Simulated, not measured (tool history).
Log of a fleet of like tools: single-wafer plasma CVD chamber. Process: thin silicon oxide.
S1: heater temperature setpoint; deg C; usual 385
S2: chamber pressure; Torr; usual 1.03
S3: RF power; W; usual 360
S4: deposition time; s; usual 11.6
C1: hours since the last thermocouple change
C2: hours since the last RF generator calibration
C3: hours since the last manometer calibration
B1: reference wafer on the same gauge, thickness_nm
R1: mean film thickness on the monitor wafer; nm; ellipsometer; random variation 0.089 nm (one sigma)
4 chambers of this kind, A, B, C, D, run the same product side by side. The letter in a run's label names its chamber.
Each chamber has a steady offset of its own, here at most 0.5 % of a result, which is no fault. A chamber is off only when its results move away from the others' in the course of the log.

Run 1C, hour 5.6: usual settings; C1 128.0; C2 1796.7; C3 133.8; B1 29.898. Result: R1 28.603 nm.
Run 2D, hour 9.5: usual settings; C1 1269.3; C2 906.5; C3 857.0; B1 29.910. Result: R1 28.462 nm.
Run 3A, hour 16.9: usual settings; C1 1244.7; C2 303.7; C3 636.2; B1 29.900. Result: R1 28.352 nm.
Run 4B, hour 20.6: usual settings; C1 992.5; C2 995.1; C3 1076.1; B1 29.905. Result: R1 28.212 nm.
Run 5D, hour 26.6: usual settings; C1 1286.4; C2 923.6; C3 874.1; B1 29.918. Result: R1 28.419 nm.
Run 6A, hour 30.2: usual settings but S3 320 W, S4 12.4 s; C1 1258.0; C2 317.0; C3 649.5; B1 29.880. Result: R1 29.146 nm.
Run 7C, hour 36.7: usual settings but S3 320 W, S4 12.4 s; C1 159.1; C2 1827.8; C3 164.9; B1 29.870. Result: R1 28.940 nm.
Run 8B, hour 40.8: usual settings but S3 320 W, S4 12.4 s; C1 1012.7; C2 1015.3; C3 1096.3; B1 29.897. Result: R1 28.864 nm.
Run 9B, hour 47.6: usual settings but S3 320 W, S4 12.4 s; C1 1019.5; C2 1022.1; C3 1103.1; B1 29.904. Result: R1 28.911 nm.
Run 10C, hour 55.2: usual settings; C1 177.6; C2 1846.3; C3 183.4; B1 29.902. Result: R1 28.410 nm.
Run 11A, hour 59.3: usual settings; C1 1287.1; C2 346.1; C3 678.6; B1 29.916. Result: R1 28.408 nm.
Run 12D, hour 66.5: usual settings; C1 1326.3; C2 963.5; C3 914.0; B1 29.894. Result: R1 28.333 nm.
At hour 70.9: chamber D: RF generator calibrated.
Run 13C, hour 73.2: usual settings; C1 195.6; C2 1864.3; C3 201.4; B1 29.908. Result: R1 28.477 nm.
Run 14A, hour 78.9: usual settings; C1 1306.7; C2 365.7; C3 698.2; B1 29.894. Result: R1 28.535 nm.
Run 15B, hour 85.4: usual settings; C1 1057.3; C2 1059.9; C3 1140.9; B1 29.890. Result: R1 28.488 nm.
Run 16D, hour 88.8: usual settings; C1 1348.6; C2 18.0; C3 936.3; B1 29.907. Result: R1 28.372 nm.
Run 17A, hour 93.4: usual settings; C1 1321.2; C2 380.2; C3 712.7; B1 29.920. Result: R1 28.484 nm.
Run 18D, hour 99.1: usual settings but S4 13.8 s; C1 1358.9; C2 28.3; C3 946.6; B1 29.886. Result: R1 33.944 nm.
Run 19B, hour 103.9: usual settings but S4 13.8 s; C1 1075.8; C2 1078.4; C3 1159.4; B1 29.895. Result: R1 33.749 nm.
Run 20C, hour 109.5: usual settings but S4 13.8 s; C1 231.9; C2 1900.6; C3 237.7; B1 29.900. Result: R1 33.727 nm.
Run 21B, hour 115.6: usual settings but S4 13.8 s; C1 1087.5; C2 1090.1; C3 1171.1; B1 29.881. Result: R1 33.789 nm.
Run 22D, hour 122.8: usual settings; C1 1382.6; C2 52.0; C3 970.3; B1 29.909. Result: R1 28.440 nm.
At hour 124.6: chamber A: thermocouple changed; heater temperature recalibrated.
Run 23C, hour 129.7: usual settings; C1 252.1; C2 1920.8; C3 257.9; B1 29.896. Result: R1 28.360 nm.
Run 24A, hour 135.7: usual settings; C1 11.2; C2 422.5; C3 755.0; B1 29.904. Result: R1 28.438 nm.
Run 25D, hour 141.9: usual settings; C1 1401.7; C2 71.1; C3 989.4; B1 29.880. Result: R1 28.553 nm.
Run 26B, hour 148.3: usual settings but S1 374 deg C; C1 1120.2; C2 1122.8; C3 1203.8; B1 29.891. Result: R1 28.481 nm.
Run 27C, hour 152.3: usual settings but S1 374 deg C; C1 274.7; C2 1943.4; C3 280.5; B1 29.899. Result: R1 28.491 nm.
Run 28A, hour 157.6: usual settings but S1 374 deg C; C1 33.1; C2 444.4; C3 776.9; B1 29.932. Result: R1 28.805 nm.
Run 29D, hour 165.2: usual settings but S1 374 deg C; C1 1425.0; C2 94.4; C3 1012.7; B1 29.904. Result: R1 28.786 nm.
Run 30B, hour 171.3: usual settings; C1 1143.2; C2 1145.8; C3 1226.8; B1 29.903. Result: R1 28.373 nm.

Is one chamber off against the others, does the gauge drift, or is nothing wrong? If a chamber is off, say which, and what the likeliest cause is.

No chamber stands off beyond its own small offset, and the gauge holds steady.

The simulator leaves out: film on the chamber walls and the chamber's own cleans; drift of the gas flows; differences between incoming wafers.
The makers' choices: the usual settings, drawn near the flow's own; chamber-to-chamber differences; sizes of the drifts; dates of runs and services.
